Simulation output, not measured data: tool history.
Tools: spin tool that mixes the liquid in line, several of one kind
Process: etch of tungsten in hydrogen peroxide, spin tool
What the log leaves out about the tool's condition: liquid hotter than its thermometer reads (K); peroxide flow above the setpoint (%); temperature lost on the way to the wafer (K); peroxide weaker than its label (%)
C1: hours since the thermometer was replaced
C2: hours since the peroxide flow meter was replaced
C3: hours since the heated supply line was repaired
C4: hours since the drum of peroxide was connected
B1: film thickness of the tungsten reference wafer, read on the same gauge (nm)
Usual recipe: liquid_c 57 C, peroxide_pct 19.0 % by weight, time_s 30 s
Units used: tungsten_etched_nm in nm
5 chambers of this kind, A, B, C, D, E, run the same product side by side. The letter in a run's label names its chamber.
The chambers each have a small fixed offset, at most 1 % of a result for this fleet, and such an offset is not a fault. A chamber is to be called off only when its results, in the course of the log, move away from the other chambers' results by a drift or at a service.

At hour 3.4: chamber C: new drum of peroxide connected.
Run 1A, hour 8.4: usual settings; C1 77.0; C2 447.6; C3 2130.0; C4 624.9; B1 39.993. Result: tungsten_etched_nm 49.611 nm.
Run 2B, hour 14.7: usual settings; C1 110.2; C2 1673.0; C3 516.1; C4 425.5; B1 39.993. Result: tungsten_etched_nm 49.496 nm.
Run 3E, hour 19.7: usual settings; C1 144.0; C2 1079.0; C3 82.5; C4 510.2; B1 39.999. Result: tungsten_etched_nm 49.263 nm.
Run 4C, hour 25.5: usual settings; C1 1510.5; C2 1044.5; C3 410.6; C4 22.1; B1 39.996. Result: tungsten_etched_nm 49.528 nm.
At hour 27.6: chamber A: peroxide flow meter replaced.
Run 5D, hour 31.9: usual settings; C1 1743.3; C2 359.1; C3 1074.5; C4 521.5; B1 40.000. Result: tungsten_etched_nm 49.835 nm.
Run 6C, hour 37.6: usual settings; C1 1522.6; C2 1056.6; C3 422.7; C4 34.2; B1 39.997. Result: tungsten_etched_nm 49.850 nm.
Run 7D, hour 43.7: usual settings; C1 1755.1; C2 370.9; C3 1086.3; C4 533.3; B1 39.979. Result: tungsten_etched_nm 49.374 nm.
Run 8A, hour 51.5: usual settings; C1 120.1; C2 23.9; C3 2173.1; C4 668.0; B1 39.976. Result: tungsten_etched_nm 49.336 nm.
Run 9E, hour 58.0: usual settings but time_s 25 s; C1 182.3; C2 1117.3; C3 120.8; C4 548.5; B1 39.991. Result: tungsten_etched_nm 41.253 nm.
Run 10B, hour 66.0: usual settings but time_s 25 s; C1 161.5; C2 1724.3; C3 567.4; C4 476.8; B1 40.004. Result: tungsten_etched_nm 41.178 nm.
Run 11D, hour 71.0: usual settings but time_s 25 s; C1 1782.4; C2 398.2; C3 1113.6; C4 560.6; B1 40.008. Result: tungsten_etched_nm 41.492 nm.
Run 12E, hour 78.7: usual settings but time_s 25 s; C1 203.0; C2 1138.0; C3 141.5; C4 569.2; B1 40.004. Result: tungsten_etched_nm 41.034 nm.
Run 13B, hour 87.2: usual settings but time_s 25 s; C1 182.7; C2 1745.5; C3 588.6; C4 498.0; B1 39.993. Result: tungsten_etched_nm 40.741 nm.
Run 14C, hour 94.2: usual settings; C1 1579.2; C2 1113.2; C3 479.3; C4 90.8; B1 40.008. Result: tungsten_etched_nm 49.831 nm.
Run 15A, hour 101.7: usual settings; C1 170.3; C2 74.1; C3 2223.3; C4 718.2; B1 40.002. Result: tungsten_etched_nm 49.215 nm.
Run 16B, hour 107.2: usual settings but time_s 15 s; C1 202.7; C2 1765.5; C3 608.6; C4 518.0; B1 39.995. Result: tungsten_etched_nm 24.543 nm.
Run 17A, hour 115.3: usual settings but time_s 15 s; C1 183.9; C2 87.7; C3 2236.9; C4 731.8; B1 40.006. Result: tungsten_etched_nm 24.583 nm.
Run 18D, hour 120.8: usual settings but time_s 15 s; C1 1832.2; C2 448.0; C3 1163.4; C4 610.4; B1 39.983. Result: tungsten_etched_nm 25.041 nm.
Run 19C, hour 125.7: usual settings but time_s 15 s; C1 1610.7; C2 1144.7; C3 510.8; C4 122.3; B1 40.000. Result: tungsten_etched_nm 24.890 nm.
Run 20E, hour 131.4: usual settings but time_s 15 s; C1 255.7; C2 1190.7; C3 194.2; C4 621.9; B1 40.013. Result: tungsten_etched_nm 24.949 nm.
Run 21C, hour 135.3: usual settings; C1 1620.3; C2 1154.3; C3 520.4; C4 131.9; B1 40.024. Result: tungsten_etched_nm 49.923 nm.
Run 22D, hour 141.8: usual settings; C1 1853.2; C2 469.0; C3 1184.4; C4 631.4; B1 40.007. Result: tungsten_etched_nm 49.978 nm.
Run 23A, hour 146.6: usual settings; C1 215.2; C2 119.0; C3 2268.2; C4 763.1; B1 40.023. Result: tungsten_etched_nm 49.720 nm.
Run 24E, hour 154.2: usual settings; C1 278.5; C2 1213.5; C3 217.0; C4 644.7; B1 40.000. Result: tungsten_etched_nm 50.337 nm.
Run 25B, hour 159.4: usual settings; C1 254.9; C2 1817.7; C3 660.8; C4 570.2; B1 40.000. Result: tungsten_etched_nm 49.372 nm.
Run 26A, hour 167.6: usual settings; C1 236.2; C2 140.0; C3 2289.2; C4 784.1; B1 40.008. Result: tungsten_etched_nm 49.647 nm.
Run 27D, hour 173.2: usual settings; C1 1884.6; C2 500.4; C3 1215.8; C4 662.8; B1 39.993. Result: tungsten_etched_nm 49.891 nm.
Run 28C, hour 179.3: usual settings but peroxide_pct 22.5 % by weight, time_s 50 s; C1 1664.3; C2 1198.3; C3 564.4; C4 175.9; B1 40.011. Result: tungsten_etched_nm 89.898 nm.
Run 29B, hour 184.3: usual settings but peroxide_pct 22.5 % by weight, time_s 50 s; C1 279.8; C2 1842.6; C3 685.7; C4 595.1; B1 39.991. Result: tungsten_etched_nm 89.556 nm.
Run 30E, hour 191.0: usual settings but peroxide_pct 22.5 % by weight, time_s 50 s; C1 315.3; C2 1250.3; C3 253.8; C4 681.5; B1 40.008. Result: tungsten_etched_nm 92.380 nm.
Run 31C, hour 194.9: usual settings but peroxide_pct 22.5 % by weight, time_s 50 s; C1 1679.9; C2 1213.9; C3 580.0; C4 191.5; B1 39.989. Result: tungsten_etched_nm 90.102 nm.
Run 32D, hour 199.1: usual settings but peroxide_pct 22.5 % by weight, time_s 50 s; C1 1910.5; C2 526.3; C3 1241.7; C4 688.7; B1 40.021. Result: tungsten_etched_nm 89.638 nm.
Run 33E, hour 205.0: usual settings; C1 329.3; C2 1264.3; C3 267.8; C4 695.5; B1 39.990. Result: tungsten_etched_nm 50.507 nm.
Run 34A, hour 209.7: usual settings; C1 278.3; C2 182.1; C3 2331.3; C4 826.2; B1 39.993. Result: tungsten_etched_nm 50.038 nm.
At hour 216.8: chamber E: new drum of peroxide connected.
Run 35B, hour 216.9: usual settings but liquid_c 60 C, peroxide_pct 14.5 % by weight; C1 312.4; C2 1875.2; C3 718.3; C4 627.7; B1 40.005. Result: tungsten_etched_nm 51.429 nm.
Run 36B, hour 222.0: usual settings but liquid_c 60 C, peroxide_pct 14.5 % by weight; C1 317.5; C2 1880.3; C3 723.4; C4 632.8; B1 40.003. Result: tungsten_etched_nm 51.080 nm.
Run 37C, hour 228.5: usual settings but liquid_c 60 C, peroxide_pct 14.5 % by weight; C1 1713.5; C2 1247.5; C3 613.6; C4 225.1; B1 40.009. Result: tungsten_etched_nm 51.784 nm.
Run 38E, hour 234.0: usual settings but liquid_c 60 C, peroxide_pct 14.5 % by weight; C1 358.3; C2 1293.3; C3 296.8; C4 17.2; B1 39.997. Result: tungsten_etched_nm 53.799 nm.
Run 39A, hour 239.1: usual settings but liquid_c 60 C, peroxide_pct 14.5 % by weight; C1 307.7; C2 211.5; C3 2360.7; C4 855.6; B1 40.015. Result: tungsten_etched_nm 51.376 nm.

Next, all 5 chambers run the settings below, one line each with question marks for the results. What does each chamber give?
Run 40A, hour 245.2: usual settings but peroxide_pct 23.5 % by weight. Result: tungsten_etched_nm ?.
Run 40B, hour 245.2: usual settings but peroxide_pct 23.5 % by weight. Result: tungsten_etched_nm ?.
Run 40C, hour 245.2: usual settings but peroxide_pct 23.5 % by weight. Result: tungsten_etched_nm ?.
Run 40D, hour 245.2: usual settings but peroxide_pct 23.5 % by weight. Result: tungsten_etched_nm ?.
Run 40E, hour 245.2: usual settings but peroxide_pct 23.5 % by weight. Result: tungsten_etched_nm ?.

run  tungsten_etched_nm
40A              55.456
40B              55.013
40C              54.997
40D              55.213
40E              57.086
